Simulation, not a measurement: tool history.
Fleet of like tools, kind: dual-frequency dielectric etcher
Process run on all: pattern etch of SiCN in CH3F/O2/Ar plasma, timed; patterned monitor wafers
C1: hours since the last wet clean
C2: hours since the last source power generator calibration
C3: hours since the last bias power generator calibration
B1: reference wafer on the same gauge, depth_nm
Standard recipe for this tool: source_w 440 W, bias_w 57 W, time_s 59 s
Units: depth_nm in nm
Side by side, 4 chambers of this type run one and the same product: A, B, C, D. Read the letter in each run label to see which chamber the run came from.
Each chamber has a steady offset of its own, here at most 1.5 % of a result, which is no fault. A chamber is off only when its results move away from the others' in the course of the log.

{"run": "1B", "hour": 12.5, "source_w": 440, "bias_w": 57, "time_s": 59, "C1": 283.6, "C2": 771.9, "C3": 2848.8, "B1": 22.998, "depth_nm": 21.269}
{"run": "2C", "hour": 21.2, "source_w": 440, "bias_w": 57, "time_s": 59, "C1": 597.8, "C2": 60.2, "C3": 171.8, "B1": 22.988, "depth_nm": 20.978}
{"run": "3D", "hour": 33.9, "source_w": 440, "bias_w": 57, "time_s": 59, "C1": 250.5, "C2": 1443.7, "C3": 1820.4, "B1": 23.002, "depth_nm": 21.395}
{"hour": 49.5, "done": "chamber C: wet clean of the chamber"}
{"run": "4A", "hour": 50.1, "source_w": 440, "bias_w": 57, "time_s": 59, "C1": 237.3, "C2": 417.4, "C3": 3214.8, "B1": 22.987, "depth_nm": 21.22}
{"run": "5B", "hour": 57.2, "source_w": 440, "bias_w": 57, "time_s": 59, "C1": 328.3, "C2": 816.6, "C3": 2893.5, "B1": 22.985, "depth_nm": 21.22}
{"run": "6D", "hour": 70.9, "source_w": 440, "bias_w": 57, "time_s": 59, "C1": 287.5, "C2": 1480.7, "C3": 1857.4, "B1": 23.005, "depth_nm": 21.403}
{"run": "7A", "hour": 85.8, "source_w": 440, "bias_w": 57, "time_s": 59, "C1": 273, "C2": 453.1, "C3": 3250.5, "B1": 22.99, "depth_nm": 21.211}
{"run": "8C", "hour": 98.1, "source_w": 440, "bias_w": 57, "time_s": 59, "C1": 48.7, "C2": 137.1, "C3": 248.7, "B1": 22.991, "depth_nm": 20.858}
{"run": "9A", "hour": 112.5, "source_w": 440, "bias_w": 57, "time_s": 59, "C1": 299.7, "C2": 479.8, "C3": 3277.2, "B1": 22.998, "depth_nm": 21.237}
{"run": "10B", "hour": 119.9, "source_w": 440, "bias_w": 57, "time_s": 59, "C1": 391, "C2": 879.3, "C3": 2956.2, "B1": 22.984, "depth_nm": 21.263}
{"run": "11D", "hour": 135.8, "source_w": 390, "bias_w": 57, "time_s": 48.5, "C1": 352.4, "C2": 1545.6, "C3": 1922.3, "B1": 23.004, "depth_nm": 16.72}
{"hour": 136.2, "done": "chamber B: wet clean of the chamber"}
{"run": "12C", "hour": 152.4, "source_w": 390, "bias_w": 57, "time_s": 48.5, "C1": 103, "C2": 191.4, "C3": 303, "B1": 22.988, "depth_nm": 16.483}
{"hour": 161.4, "done": "chamber A: wet clean of the chamber"}
{"run": "13A", "hour": 162.9, "source_w": 390, "bias_w": 57, "time_s": 48.5, "C1": 1.5, "C2": 530.2, "C3": 3327.6, "B1": 22.994, "depth_nm": 16.667}
{"run": "14C", "hour": 178.0, "source_w": 390, "bias_w": 57, "time_s": 48.5, "C1": 128.6, "C2": 217, "C3": 328.6, "B1": 22.982, "depth_nm": 16.368}
{"hour": 183.9, "done": "chamber D: wet clean of the chamber"}
{"run": "15B", "hour": 186.6, "source_w": 440, "bias_w": 57, "time_s": 59, "C1": 50.5, "C2": 946, "C3": 3022.9, "B1": 23.017, "depth_nm": 21.177}
{"hour": 187.6, "done": "chamber A: bias power generator calibrated"}
{"run": "16D", "hour": 196.3, "source_w": 440, "bias_w": 57, "time_s": 59, "C1": 12.5, "C2": 1606.1, "C3": 1982.8, "B1": 23.008, "depth_nm": 21.277}
{"run": "17C", "hour": 210.4, "source_w": 440, "bias_w": 57, "time_s": 59, "C1": 161, "C2": 249.4, "C3": 361, "B1": 22.995, "depth_nm": 20.876}
{"run": "18B", "hour": 226.0, "source_w": 440, "bias_w": 57, "time_s": 59, "C1": 89.9, "C2": 985.4, "C3": 3062.3, "B1": 23.008, "depth_nm": 21.27}
{"run": "19D", "hour": 236.3, "source_w": 440, "bias_w": 57, "time_s": 59, "C1": 52.5, "C2": 1646.1, "C3": 2022.8, "B1": 22.993, "depth_nm": 21.266}
{"run": "20A", "hour": 248.6, "source_w": 440, "bias_w": 57, "time_s": 59, "C1": 87.2, "C2": 615.9, "C3": 61.1, "B1": 23.001, "depth_nm": 21.218}
{"run": "21B", "hour": 256.2, "source_w": 440, "bias_w": 57, "time_s": 59, "C1": 120.1, "C2": 1015.6, "C3": 3092.5, "B1": 22.995, "depth_nm": 21.237}
{"run": "22A", "hour": 264.1, "source_w": 440, "bias_w": 57, "time_s": 59, "C1": 102.7, "C2": 631.4, "C3": 76.6, "B1": 22.997, "depth_nm": 21.244}
{"run": "23C", "hour": 272.0, "source_w": 440, "bias_w": 57, "time_s": 59, "C1": 222.6, "C2": 311, "C3": 422.6, "B1": 22.999, "depth_nm": 20.89}
{"run": "24D", "hour": 285.7, "source_w": 440, "bias_w": 57, "time_s": 59, "C1": 101.9, "C2": 1695.5, "C3": 2072.2, "B1": 23.008, "depth_nm": 21.252}
{"run": "25D", "hour": 301.1, "source_w": 440, "bias_w": 57, "time_s": 59, "C1": 117.3, "C2": 1710.9, "C3": 2087.6, "B1": 23.003, "depth_nm": 21.372}
{"run": "26A", "hour": 316.8, "source_w": 440, "bias_w": 57, "time_s": 59, "C1": 155.4, "C2": 684.1, "C3": 129.3, "B1": 23.007, "depth_nm": 21.318}

Which is it: a chamber that has drifted or been left off by a service, a gauge drift common to all chambers, or only each chamber's usual small offset? If a chamber is off, name it and its likeliest cause.

No chamber is off and the gauge is stable; the differences are just each chamber's small, constant offset.
